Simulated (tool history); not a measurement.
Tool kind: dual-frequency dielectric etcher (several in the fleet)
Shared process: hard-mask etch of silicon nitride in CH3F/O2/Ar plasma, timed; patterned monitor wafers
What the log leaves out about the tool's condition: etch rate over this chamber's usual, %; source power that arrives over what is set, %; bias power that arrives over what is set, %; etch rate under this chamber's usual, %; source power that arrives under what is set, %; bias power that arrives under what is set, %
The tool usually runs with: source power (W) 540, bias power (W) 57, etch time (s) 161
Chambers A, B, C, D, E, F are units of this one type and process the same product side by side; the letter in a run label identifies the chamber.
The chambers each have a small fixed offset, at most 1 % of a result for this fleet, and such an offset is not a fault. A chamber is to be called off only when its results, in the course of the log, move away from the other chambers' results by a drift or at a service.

run,day,source power (W),bias power (W),etch time (s),hours since the last wet clean,hours since the last source power generator calibration,hours since the last bias power generator calibration,"read-back reference wafer on the same gauge, depth_nm",mean etch depth across the wafer (Å)
1C,0.562,540,57,161,140.8,2662.4,3007.9,123.09,1186.5
2F,1.1,540,57,161,350.9,3706.8,2391.5,122.97,1167.8
3A,1.5,540,57,161,312.9,2371.2,2024,122.9,1177.7
4E,2.017,540,57,161,397.1,2455.2,62.9,123.07,1182.2
5B,2.558,540,57,161,118,142.4,1337.3,122.95,1184.1
6D,2.912,540,57,161,197.2,1331.9,246.5,122.85,1161.5
7B,3.275,540,57,161,135.2,159.6,1354.5,122.97,1176.8
8C,3.671,540,57,161,215.4,2737,3082.5,123.13,1175.1
9A,3.971,540,57,161,372.2,2430.5,2083.3,123.03,1170.7
10D,4.338,540,57,161,231.4,1366.1,280.7,122.9,1169.3
11E,4.767,590,57,161,463.1,2521.2,128.9,123.09,1214.3
12F,5.371,590,57,161,453.4,3809.3,2494,122.94,1203.7
13E,5.762,590,57,161,487,2545.1,152.8,123.1,1206
14A,6.262,590,57,161,427.2,2485.5,2138.3,123,1210.7
15B,6.825,590,57,161,220.4,244.8,1439.7,122.86,1225.6
16F,7.262,590,57,161,498.8,3854.7,2539.4,122.88,1206.7
17D,7.612,540,57,161,310,1444.7,359.3,122.96,1169.9
18C,7.996,540,57,161,319.2,2840.8,3186.3,122.97,1174.7
# day 8.375: chamber D: wet clean of the chamber
19F,8.65,670,57,161,532.1,3888,2572.7,123.01,1261.2
# day 9.092: chamber A: source power generator calibrated
20B,9.129,670,57,161,275.7,300.1,1495,122.85,1295.5
21A,9.712,670,57,161,510,14.9,2221.1,123.12,1267.9
22C,10.271,670,57,161,373.8,2895.4,3240.9,123.09,1267.1
# day 10.9: chamber F: wet clean of the chamber
23E,10.908,670,57,161,610.5,2668.6,276.3,123.12,1280.4
# day 10.971: chamber E: wet clean of the chamber
24D,11.367,670,57,161,71.8,1534.8,449.4,123.03,1229.7
# day 11.6: chamber C: wet clean of the chamber
25D,11.979,540,57,175.5,86.5,1549.5,464.1,123.11,1238.9
26F,12.392,540,57,175.5,35.8,3977.8,2662.5,122.98,1267.8
27A,13.058,540,57,175.5,590.3,95.2,2301.4,122.99,1265.3
28B,13.442,540,57,175.5,379.2,403.6,1598.5,123.01,1283.6
29C,13.742,540,57,175.5,51.4,2978.7,3324.2,123.04,1289.1
# day 13.858: chamber D: source power generator calibrated
30E,14.333,540,57,175.5,80.7,2750.8,358.5,123.02,1287.8
31B,14.888,540,49,176.5,413.9,438.3,1633.2,122.89,1227.6
# day 14.929: chamber A: wet clean of the chamber
32A,15.342,540,49,176.5,9.9,150,2356.2,122.9,1219.4
33C,15.967,540,49,176.5,104.8,3032.1,3377.6,122.96,1225
34F,16.388,540,49,176.5,131.7,4073.7,2758.4,122.99,1219.6
35D,16.967,540,49,176.5,206.2,74.7,583.8,122.94,1176.1
36E,17.333,540,49,176.5,152.7,2822.8,430.5,123.06,1240.8
37B,17.829,580,57,192,484.5,508.9,1703.8,122.85,1446.6
38F,18.367,580,57,192,179.2,4121.2,2805.9,123.2,1415.7
39E,18.729,580,57,192,186.2,2856.3,464,122.96,1441.4
40D,19.183,580,57,192,259.4,127.9,637,123.05,1395
# day 19.279: chamber A: bias power generator calibrated
# day 19.542: chamber B: bias power generator calibrated
41C,19.583,580,57,192,191.6,3118.9,3464.4,122.92,1452.5
# day 19.592: chamber B: wet clean of the chamber
42A,20.158,580,57,192,125.5,265.6,21.1,123,1440.3
43B,20.504,540,48,200,22,573.1,23.2,122.97,1393.8
44F,21.008,540,48,200,242.6,4184.6,2869.3,122.99,1365.1

Does one chamber stand apart from the rest, does the shared gauge drift, or is all well apart from small per-chamber offsets? Give the chamber and the most likely cause, where there is one.

Chamber D has stood off from the others ever since a service on it.
Likeliest cause: etch rate under this chamber's usual, % = 3.31.

Which of the 4 candidates below, each the usual settings with something changed and its results left as question marks, puts chamber D back in line with what the other chambers give on the usual settings?
Counts as in line when no further than this from what the other chambers average on the usual settings: mean etch depth across the wafer (Å) 21
45D-1,21.492,610,63,161,,,,,?
45D-2,21.492,550,57,166.5,,,,,?
45D-3,21.492,470,51,161,,,,,?
45D-4,21.492,530,57,155.5,,,,,?

Other chambers, usual settings, mean: mean etch depth across the wafer (Å) 1171.7
run,mean etch depth across the wafer (Å)
45D-1,1221.2
45D-2,1175.2
45D-3,1032.5
45D-4,1082.1
The answer is 45D-2, which returns the chamber to within the allowed miss of the others.
